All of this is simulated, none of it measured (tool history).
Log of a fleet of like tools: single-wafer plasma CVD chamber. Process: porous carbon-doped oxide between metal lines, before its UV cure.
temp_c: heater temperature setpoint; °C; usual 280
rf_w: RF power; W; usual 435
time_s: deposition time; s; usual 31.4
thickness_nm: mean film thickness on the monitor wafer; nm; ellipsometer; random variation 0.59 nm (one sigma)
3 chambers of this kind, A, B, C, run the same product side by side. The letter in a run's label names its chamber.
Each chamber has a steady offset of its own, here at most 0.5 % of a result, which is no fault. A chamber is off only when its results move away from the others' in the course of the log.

run	hour	temp_c	rf_w	time_s	read-back reference wafer on the same gauge, thickness_nm	thickness_nm
1A	8.4	280	435	31.4	153.88	174.33
2C	16.1	280	435	31.4	153.99	173.94
3B	20.3	280	435	31.4	153.92	172.84
4A	29.4	280	435	31.4	153.86	173.32
5C	37.5	280	435	31.4	154.15	172.51
6B	43.3	280	435	31.4	154.07	172.37
7C	47.4	280	435	31.4	154.14	173.89
8A	53.2	280	435	31.4	154.06	173.29
9B	59.9	280	435	31.4	153.89	172.51
10A	65	280	435	31.4	154.15	172.45
11B	74	280	435	31.4	154.05	174.17
12C	82.7	280	435	31.4	153.95	173.93
13B	88.2	280	435	31.4	154	172.84
14C	92.5	280	435	31.4	154.05	173.69
15A	97.5	280	435	31.4	154.06	173.16
16B	106.1	280	435	31.4	154.1	172.11
17C	111.1	272	435	26.6	154	156.21
18A	118.1	272	435	26.6	154.08	155.83
19B	122.7	272	435	26.6	153.98	154.88
20C	129.7	270	475	31.4	153.92	198.57
21A	138.5	270	475	31.4	154	198.24
22A	142.9	270	475	31.4	154.02	197.43
23B	146.9	291	375	31.4	154.05	143.84
24C	154.6	291	375	31.4	153.89	143.36
25B	159	291	375	31.4	153.98	143.84
26A	163.7	280	435	31.4	154.05	172.87
27C	172.2	280	435	31.4	153.97	172.67
28A	179.4	280	435	31.4	153.99	173.08
29C	186.8	280	435	31.4	154.04	171.83

What goes on in this fleet: one chamber off, a drifting gauge, or nothing beyond the chambers' own small offsets? Name the chamber and the cause, if any.

No chamber stands off beyond its own small offset, and the gauge holds steady.
